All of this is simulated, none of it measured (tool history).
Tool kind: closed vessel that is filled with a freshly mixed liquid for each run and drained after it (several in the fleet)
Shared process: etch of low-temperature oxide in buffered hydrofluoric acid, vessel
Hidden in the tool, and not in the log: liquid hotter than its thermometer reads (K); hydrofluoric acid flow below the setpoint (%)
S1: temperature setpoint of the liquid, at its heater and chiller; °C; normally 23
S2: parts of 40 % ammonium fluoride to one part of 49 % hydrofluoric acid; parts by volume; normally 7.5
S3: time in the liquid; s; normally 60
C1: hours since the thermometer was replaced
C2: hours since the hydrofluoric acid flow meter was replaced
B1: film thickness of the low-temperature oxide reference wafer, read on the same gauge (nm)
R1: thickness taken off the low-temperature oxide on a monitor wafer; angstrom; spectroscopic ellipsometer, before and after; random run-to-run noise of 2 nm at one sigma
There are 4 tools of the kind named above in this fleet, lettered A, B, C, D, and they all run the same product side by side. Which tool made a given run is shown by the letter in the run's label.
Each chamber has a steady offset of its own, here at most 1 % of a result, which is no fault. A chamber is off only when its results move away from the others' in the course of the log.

run,hour,S1,S2,S3,C1,C2,B1,R1
1D,4.9,23,7.5,60,269.6,350.8,80.014,3283.4
2C,11.2,23,7.5,60,466.3,873.8,79.99,3280
3A,18.4,23,7.5,60,436.2,323.7,79.971,3279.3
4B,27.8,23,7.5,60,1062.4,287.8,80.005,3236.9
5C,37.4,23,7.5,60,492.5,900,79.998,3285.8
6D,44.4,23,7.5,60,309.1,390.3,80.006,3305.5
7B,50.1,23,10,70,1084.7,310.1,80.024,2939.4
8A,55.1,23,10,70,472.9,360.4,80.027,2957.3
9A,64.6,23,10,70,482.4,369.9,79.998,2968.1
10B,72.9,23,10,70,1107.5,332.9,80.009,2920.8
11C,77.1,23,7.5,60,532.2,939.7,79.993,3256.6
12D,84.8,23,7.5,60,349.5,430.7,80.015,3258.5
13B,90.9,23,7.5,60,1125.5,350.9,80.01,3278.3
14C,100.5,23,7.5,60,555.6,963.1,80.006,3288
15A,105.1,23,7.5,60,522.9,410.4,80.008,3322.6
16D,114.8,23,7.5,60,379.5,460.7,79.972,3221.9
17C,120.3,23,7.5,60,575.4,982.9,79.994,3261.5
18B,129.1,23,7.5,60,1163.7,389.1,80.018,3281.7
# hour 132.7: chamber A: hydrofluoric acid flow meter replaced
19D,136.1,23,7.5,95,400.8,482,80.032,5102.9
20A,143.6,23,7.5,95,561.4,11,79.987,5220.1
21A,148.1,23,7.5,95,565.9,15.5,80.012,5271.9
22C,153.5,23,7.5,95,608.6,1016.1,80.052,5201
23D,158.6,23,7.5,60,423.3,504.5,80.001,3161.3
24B,162.9,23,7.5,60,1197.5,422.9,79.968,3274.5
25C,170.9,23,7.5,50,626,1033.5,80.007,2741.5
26D,175.6,23,7.5,50,440.3,521.5,80.012,2625.4
# hour 180: chamber C: hydrofluoric acid flow meter replaced
27B,181.8,23,7.5,50,1216.4,441.8,79.967,2713.1
28A,187.7,23,7.5,50,605.5,55.1,79.988,2756
29C,193.3,23,7.5,60,648.4,13.4,79.998,3271.1
30A,202.6,18.5,7.5,40,620.4,70,80.013,1701.2
31D,212.3,18.5,7.5,40,477,558.2,80.004,1617.3
32B,217.9,18.5,7.5,40,1252.5,477.9,80.011,1684.6
33C,223,18.5,7.5,40,678.1,43.1,79.98,1713.7
34A,231.4,23,7.5,60,649.2,98.8,80.008,3299.1
35B,235.7,23,5,60,1270.3,495.7,79.974,4720.7
36D,241.2,23,5,60,505.9,587.1,79.985,4498.9

Next, every chamber runs the same settings. What will each give?
37A,248.1,23,9,60,,,,?
37B,248.1,23,9,60,,,,?
37C,248.1,23,9,60,,,,?
37D,248.1,23,9,60,,,,?

run,R1
37A,2720.3
37B,2682.3
37C,2711.5
37D,2617.9
